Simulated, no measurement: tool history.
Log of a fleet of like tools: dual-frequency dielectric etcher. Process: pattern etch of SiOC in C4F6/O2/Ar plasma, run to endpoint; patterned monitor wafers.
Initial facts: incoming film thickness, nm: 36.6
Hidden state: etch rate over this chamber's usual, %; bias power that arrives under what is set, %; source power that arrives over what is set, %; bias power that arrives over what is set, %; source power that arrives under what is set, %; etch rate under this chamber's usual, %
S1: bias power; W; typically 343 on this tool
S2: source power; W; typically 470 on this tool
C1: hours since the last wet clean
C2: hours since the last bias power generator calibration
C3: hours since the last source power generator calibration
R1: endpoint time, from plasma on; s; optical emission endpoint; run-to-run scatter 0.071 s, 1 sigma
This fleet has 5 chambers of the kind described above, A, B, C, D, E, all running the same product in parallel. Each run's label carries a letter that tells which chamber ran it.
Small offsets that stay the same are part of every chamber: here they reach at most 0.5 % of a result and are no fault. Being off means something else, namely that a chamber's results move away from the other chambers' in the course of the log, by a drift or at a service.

Run 1E, hour 5.3: usual settings; C1 58.3; C2 69.0; C3 1586.2. Result: R1 13.319 s.
Run 2B, hour 11.3: usual settings; C1 217.4; C2 807.5; C3 792.7. Result: R1 13.270 s.
Run 3D, hour 19.6: usual settings; C1 277.3; C2 2601.5; C3 3408.1. Result: R1 13.218 s.
Run 4C, hour 25.4: usual settings; C1 56.5; C2 3781.6; C3 878.9. Result: R1 13.222 s.
Run 5A, hour 30.3: usual settings; C1 214.4; C2 3860.6; C3 1236.8. Result: R1 13.314 s.
Run 6A, hour 34.9: usual settings; C1 219.0; C2 3865.2; C3 1241.4. Result: R1 13.251 s.
Run 7C, hour 39.3: usual settings; C1 70.4; C2 3795.5; C3 892.8. Result: R1 13.253 s.
Run 8D, hour 47.7: usual settings; C1 305.4; C2 2629.6; C3 3436.2. Result: R1 13.205 s.
Run 9E, hour 55.9: usual settings; C1 108.9; C2 119.6; C3 1636.8. Result: R1 13.398 s.
Run 10B, hour 61.9: usual settings; C1 268.0; C2 858.1; C3 843.3. Result: R1 13.270 s.
Run 11E, hour 68.4: usual settings; C1 121.4; C2 132.1; C3 1649.3. Result: R1 13.322 s.
Run 12B, hour 77.2: usual settings; C1 283.3; C2 873.4; C3 858.6. Result: R1 13.314 s.
Run 13D, hour 83.8: usual settings; C1 341.5; C2 2665.7; C3 3472.3. Result: R1 13.256 s.
Run 14C, hour 92.6: usual settings; C1 123.7; C2 3848.8; C3 946.1. Result: R1 13.329 s.
Run 15A, hour 99.6: usual settings but S1 310 W; C1 283.7; C2 3929.9; C3 1306.1. Result: R1 13.748 s.
Run 16E, hour 105.2: usual settings but S1 310 W; C1 158.2; C2 168.9; C3 1686.1. Result: R1 13.676 s.
Run 17C, hour 111.7: usual settings but S1 310 W; C1 142.8; C2 3867.9; C3 965.2. Result: R1 13.644 s.
Run 18B, hour 115.9: usual settings but S1 310 W; C1 322.0; C2 912.1; C3 897.3. Result: R1 13.797 s.
At hour 121.9: chamber D: wet clean of the chamber.
Run 19D, hour 123.7: usual settings but S1 310 W; C1 1.9; C2 2705.6; C3 3512.2. Result: R1 13.743 s.
Run 20A, hour 131.8: usual settings; C1 315.9; C2 3962.1; C3 1338.3. Result: R1 13.384 s.
At hour 135.4: chamber D: source power generator calibrated.
Run 21A, hour 136.3: usual settings but S2 430 W; C1 320.4; C2 3966.6; C3 1342.8. Result: R1 13.617 s.
Run 22E, hour 142.5: usual settings but S2 430 W; C1 195.5; C2 206.2; C3 1723.4. Result: R1 13.762 s.
Run 23D, hour 149.8: usual settings but S2 430 W; C1 28.0; C2 2731.7; C3 14.5. Result: R1 13.620 s.
Run 24B, hour 159.0: usual settings but S2 430 W; C1 365.1; C2 955.2; C3 940.4. Result: R1 13.722 s.
Run 25C, hour 167.7: usual settings but S2 430 W; C1 198.8; C2 3923.9; C3 1021.2. Result: R1 13.583 s.
Run 26C, hour 175.9: usual settings but S2 350 W; C1 207.0; C2 3932.1; C3 1029.4. Result: R1 15.008 s.
Run 27D, hour 180.6: usual settings but S2 350 W; C1 58.8; C2 2762.5; C3 45.3. Result: R1 14.680 s.
Run 28A, hour 189.6: usual settings but S2 350 W; C1 373.7; C2 4019.9; C3 1396.1. Result: R1 14.761 s.
Run 29B, hour 196.0: usual settings but S2 350 W; C1 402.1; C2 992.2; C3 977.4. Result: R1 14.874 s.
Run 30E, hour 202.3: usual settings but S2 350 W; C1 255.3; C2 266.0; C3 1783.2. Result: R1 14.749 s.
Run 31A, hour 208.5: usual settings; C1 392.6; C2 4038.8; C3 1415.0. Result: R1 13.292 s.
Run 32C, hour 214.7: usual settings; C1 245.8; C2 3970.9; C3 1068.2. Result: R1 13.281 s.
At hour 216.8: chamber A: bias power generator calibrated.
Run 33E, hour 221.5: usual settings; C1 274.5; C2 285.2; C3 1802.4. Result: R1 13.358 s.
Run 34B, hour 230.5: usual settings but S1 385 W, S2 520 W; C1 436.6; C2 1026.7; C3 1011.9. Result: R1 12.196 s.
Run 35D, hour 238.3: usual settings but S1 385 W, S2 520 W; C1 116.5; C2 2820.2; C3 103.0. Result: R1 12.216 s.
Run 36C, hour 244.6: usual settings but S1 385 W, S2 520 W; C1 275.7; C2 4000.8; C3 1098.1. Result: R1 12.171 s.
At hour 248.8: chamber A: source power generator calibrated.
Run 37D, hour 249.5: usual settings but S1 385 W, S2 520 W; C1 127.7; C2 2831.4; C3 114.2. Result: R1 12.322 s.
Run 38E, hour 254.9: usual settings but S1 385 W, S2 520 W; C1 307.9; C2 318.6; C3 1835.8. Result: R1 12.299 s.
Run 39A, hour 262.7: usual settings; C1 446.8; C2 45.9; C3 13.9. Result: R1 13.168 s.
Run 40B, hour 271.8: usual settings; C1 477.9; C2 1068.0; C3 1053.2. Result: R1 13.239 s.
Run 41C, hour 276.9: usual settings; C1 308.0; C2 4033.1; C3 1130.4. Result: R1 13.238 s.
Run 42E, hour 284.9: usual settings but S1 375 W; C1 337.9; C2 348.6; C3 1865.8. Result: R1 12.783 s.

Does one chamber stand apart from the rest, does the shared gauge drift, or is all well apart from small per-chamber offsets? Give the chamber and the most likely cause, where there is one.

Nothing is wrong: each chamber keeps only its own small, steady offset and the gauge holds still.
